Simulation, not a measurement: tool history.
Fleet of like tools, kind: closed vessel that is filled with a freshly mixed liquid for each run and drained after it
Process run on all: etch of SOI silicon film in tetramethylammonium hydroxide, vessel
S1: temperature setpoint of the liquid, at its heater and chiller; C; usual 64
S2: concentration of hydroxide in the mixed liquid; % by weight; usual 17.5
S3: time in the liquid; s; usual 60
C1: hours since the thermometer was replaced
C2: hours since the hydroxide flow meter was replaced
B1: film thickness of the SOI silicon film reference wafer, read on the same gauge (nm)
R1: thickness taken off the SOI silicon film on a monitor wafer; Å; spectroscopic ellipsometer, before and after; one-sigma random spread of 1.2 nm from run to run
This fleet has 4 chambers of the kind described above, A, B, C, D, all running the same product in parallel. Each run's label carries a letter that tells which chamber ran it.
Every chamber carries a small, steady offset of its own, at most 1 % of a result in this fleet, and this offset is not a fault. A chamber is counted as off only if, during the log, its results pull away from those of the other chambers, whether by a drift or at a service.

run 1B hour=4 | S1=64 S2=17.5 S3=60 | C1=2465.3 C2=120.2 | B1=90.004 | R1=2499.2
run 2A hour=10.3 | S1=64 S2=17.5 S3=60 | C1=695.2 C2=340.5 | B1=89.968 | R1=2511.2
run 3C hour=15.4 | S1=64 S2=17.5 S3=60 | C1=87.2 C2=1088 | B1=90.017 | R1=2490.3
run 4D hour=21.2 | S1=64 S2=17.5 S3=60 | C1=1106.6 C2=508.1 | B1=89.963 | R1=2485.8
run 5A hour=26.9 | S1=64 S2=17.5 S3=60 | C1=711.8 C2=357.1 | B1=89.993 | R1=2498.3
run 6B hour=31.1 | S1=64 S2=17.5 S3=60 | C1=2492.4 C2=147.3 | B1=89.998 | R1=2504.2
run 7D hour=38.1 | S1=64 S2=17.5 S3=60 | C1=1123.5 C2=525 | B1=89.987 | R1=2506.5
-- hour=42.5 chamber C: hydroxide flow meter replaced
run 8C hour=44.5 | S1=64 S2=17.5 S3=60 | C1=116.3 C2=2 | B1=90.026 | R1=2489.3
run 9B hour=48.8 | S1=64 S2=17.5 S3=60 | C1=2510.1 C2=165 | B1=89.996 | R1=2505.5
run 10C hour=56 | S1=64 S2=15.5 S3=80 | C1=127.8 C2=13.5 | B1=89.984 | R1=3495.8
run 11D hour=63.1 | S1=64 S2=15.5 S3=80 | C1=1148.5 C2=550 | B1=90.001 | R1=3540.9
run 12A hour=69.9 | S1=64 S2=15.5 S3=80 | C1=754.8 C2=400.1 | B1=90.025 | R1=3520.8
-- hour=70.5 chamber B: thermometer replaced
run 13D hour=76.5 | S1=64 S2=15.5 S3=80 | C1=1161.9 C2=563.4 | B1=89.984 | R1=3567.1
run 14A hour=80.3 | S1=64 S2=17.5 S3=60 | C1=765.2 C2=410.5 | B1=89.98 | R1=2528.8
run 15B hour=84.7 | S1=64 S2=17.5 S3=60 | C1=14.2 C2=200.9 | B1=90 | R1=2491.8
run 16C hour=89.5 | S1=64 S2=17.5 S3=60 | C1=161.3 C2=47 | B1=89.989 | R1=2470.2
run 17C hour=93.3 | S1=64 S2=17.5 S3=60 | C1=165.1 C2=50.8 | B1=90.027 | R1=2497.4
run 18D hour=98.1 | S1=64 S2=17.5 S3=60 | C1=1183.5 C2=585 | B1=90 | R1=2569.4
run 19B hour=102.2 | S1=64 S2=17.5 S3=60 | C1=31.7 C2=218.4 | B1=90.006 | R1=2514.2
run 20A hour=107.7 | S1=64 S2=17.5 S3=60 | C1=792.6 C2=437.9 | B1=89.996 | R1=2531.8
run 21D hour=112.3 | S1=58.5 S2=17.5 S3=30 | C1=1197.7 C2=599.2 | B1=89.972 | R1=927.75
run 22B hour=115.8 | S1=58.5 S2=17.5 S3=30 | C1=45.3 C2=232 | B1=89.976 | R1=893.68
run 23C hour=122.5 | S1=58.5 S2=17.5 S3=30 | C1=194.3 C2=80 | B1=90.017 | R1=880.2
run 24A hour=126 | S1=58.5 S2=17.5 S3=30 | C1=810.9 C2=456.2 | B1=90.019 | R1=898.42

Which is it: a chamber that has drifted or been left off by a service, a gauge drift common to all chambers, or only each chamber's usual small offset? If a chamber is off, name it and its likeliest cause.

Chamber D drifts away from the others.
What lies behind it: liquid hotter than its thermometer reads (K) = 0.618.
The log may not separate it from: hydroxide flow below the setpoint (%).

Which of the 4 candidates below, each the usual settings with something changed and its results left as question marks, puts chamber D back in line with what the other chambers give on the usual settings?
Maximum distance from the other chambers' mean on the usual settings for a result to count as in line: R1 43 Å
run 25D-1 hour=131.2 | S1=64 S2=18 S3=60 | R1=?
run 25D-2 hour=131.2 | S1=64 S2=17 S3=60 | R1=?
run 25D-3 hour=131.2 | S1=64 S2=19.5 S3=60 | R1=?
run 25D-4 hour=131.2 | S1=64 S2=15.5 S3=60 | R1=?

Usual-settings mean across the other chambers: R1 2500.6 Å
run=25D-1 R1=2567.2
run=25D-2 R1=2624.9
run=25D-3 R1=2480.5
run=25D-4 R1=2711.5
25D-3 brings the chamber back in line.
